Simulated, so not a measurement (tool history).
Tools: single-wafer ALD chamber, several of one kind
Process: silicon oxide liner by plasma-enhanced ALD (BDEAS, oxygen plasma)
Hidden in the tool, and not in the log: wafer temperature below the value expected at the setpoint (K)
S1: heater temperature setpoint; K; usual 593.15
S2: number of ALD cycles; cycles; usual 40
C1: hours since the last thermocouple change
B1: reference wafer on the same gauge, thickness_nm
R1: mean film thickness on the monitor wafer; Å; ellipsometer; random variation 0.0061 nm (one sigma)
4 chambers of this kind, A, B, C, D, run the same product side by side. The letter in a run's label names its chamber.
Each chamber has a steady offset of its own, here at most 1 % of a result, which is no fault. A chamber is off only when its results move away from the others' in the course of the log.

{"run": "1C", "day": 0.208, "S1": 593.15, "S2": 40, "C1": 165, "B1": 3.389, "R1": 36.093}
{"run": "2D", "day": 0.379, "S1": 593.15, "S2": 40, "C1": 1035.5, "B1": 3.3877, "R1": 36.172}
{"run": "3A", "day": 0.592, "S1": 593.15, "S2": 40, "C1": 1751.2, "B1": 3.3873, "R1": 36.455}
{"run": "4B", "day": 0.771, "S1": 593.15, "S2": 40, "C1": 239.5, "B1": 3.3875, "R1": 36.16}
{"run": "5B", "day": 0.929, "S1": 593.15, "S2": 40, "C1": 243.3, "B1": 3.3878, "R1": 36.138}
{"run": "6A", "day": 1.033, "S1": 593.15, "S2": 40, "C1": 1761.8, "B1": 3.3863, "R1": 36.284}
{"run": "7C", "day": 1.204, "S1": 593.15, "S2": 40, "C1": 188.9, "B1": 3.3834, "R1": 36.017}
{"run": "8D", "day": 1.338, "S1": 607.15, "S2": 40, "C1": 1058.5, "B1": 3.3837, "R1": 35.567}
{"run": "9B", "day": 1.558, "S1": 607.15, "S2": 40, "C1": 258.4, "B1": 3.382, "R1": 35.506}
{"run": "10C", "day": 1.738, "S1": 607.15, "S2": 40, "C1": 201.7, "B1": 3.3819, "R1": 35.219}
{"run": "11A", "day": 1.908, "S1": 607.15, "S2": 40, "C1": 1782.8, "B1": 3.3802, "R1": 35.662}
{"run": "12D", "day": 2.092, "S1": 593.15, "S2": 34, "C1": 1076.6, "B1": 3.3804, "R1": 30.84}
{"run": "13A", "day": 2.208, "S1": 593.15, "S2": 34, "C1": 1790, "B1": 3.3808, "R1": 30.991}
{"run": "14D", "day": 2.346, "S1": 593.15, "S2": 34, "C1": 1082.7, "B1": 3.3793, "R1": 30.781}
{"run": "15B", "day": 2.562, "S1": 593.15, "S2": 34, "C1": 282.5, "B1": 3.3783, "R1": 30.676}
{"run": "16C", "day": 2.692, "S1": 593.15, "S2": 40, "C1": 224.6, "B1": 3.3779, "R1": 35.881}
{"run": "17D", "day": 2.908, "S1": 593.15, "S2": 40, "C1": 1096.2, "B1": 3.3779, "R1": 36.233}
{"run": "18A", "day": 3.033, "S1": 593.15, "S2": 40, "C1": 1809.8, "B1": 3.3761, "R1": 36.33}
{"run": "19C", "day": 3.217, "S1": 593.15, "S2": 40, "C1": 237.2, "B1": 3.3762, "R1": 36.018}
{"run": "20B", "day": 3.362, "S1": 593.15, "S2": 40, "C1": 301.7, "B1": 3.3759, "R1": 36.013}
{"run": "21A", "day": 3.479, "S1": 593.15, "S2": 40, "C1": 1820.5, "B1": 3.3745, "R1": 36.315}
{"run": "22C", "day": 3.6, "S1": 593.15, "S2": 40, "C1": 246.4, "B1": 3.3741, "R1": 35.895}
{"run": "23B", "day": 3.758, "S1": 593.15, "S2": 40, "C1": 311.2, "B1": 3.3744, "R1": 36.042}
{"run": "24D", "day": 3.942, "S1": 593.15, "S2": 40, "C1": 1121, "B1": 3.371, "R1": 36.109}
{"run": "25C", "day": 4.1, "S1": 593.15, "S2": 40, "C1": 258.4, "B1": 3.3708, "R1": 35.813}
{"run": "26A", "day": 4.238, "S1": 593.15, "S2": 40, "C1": 1838.7, "B1": 3.3706, "R1": 36.25}
{"run": "27B", "day": 4.338, "S1": 593.15, "S2": 40, "C1": 325.1, "B1": 3.3706, "R1": 36.015}
{"run": "28D", "day": 4.542, "S1": 593.15, "S2": 40, "C1": 1135.4, "B1": 3.3706, "R1": 36.117}
{"run": "29A", "day": 4.658, "S1": 593.15, "S2": 40, "C1": 1848.8, "B1": 3.3703, "R1": 36.097}
{"run": "30D", "day": 4.858, "S1": 593.15, "S2": 40, "C1": 1143, "B1": 3.3692, "R1": 36.031}
{"run": "31C", "day": 5.025, "S1": 593.15, "S2": 40, "C1": 280.6, "B1": 3.3676, "R1": 35.756}
{"run": "32B", "day": 5.133, "S1": 603.15, "S2": 40, "C1": 344.2, "B1": 3.3662, "R1": 35.404}

All 4 chambers run these settings next. Forecast each chamber's results:
{"run": "33A", "day": 5.296, "S1": 606.15, "S2": 40, "R1": "?"}
{"run": "33B", "day": 5.296, "S1": 606.15, "S2": 40, "R1": "?"}
{"run": "33C", "day": 5.296, "S1": 606.15, "S2": 40, "R1": "?"}
{"run": "33D", "day": 5.296, "S1": 606.15, "S2": 40, "R1": "?"}

run=33A R1=35.48
run=33B R1=35.292
run=33C R1=35.129
run=33D R1=35.421
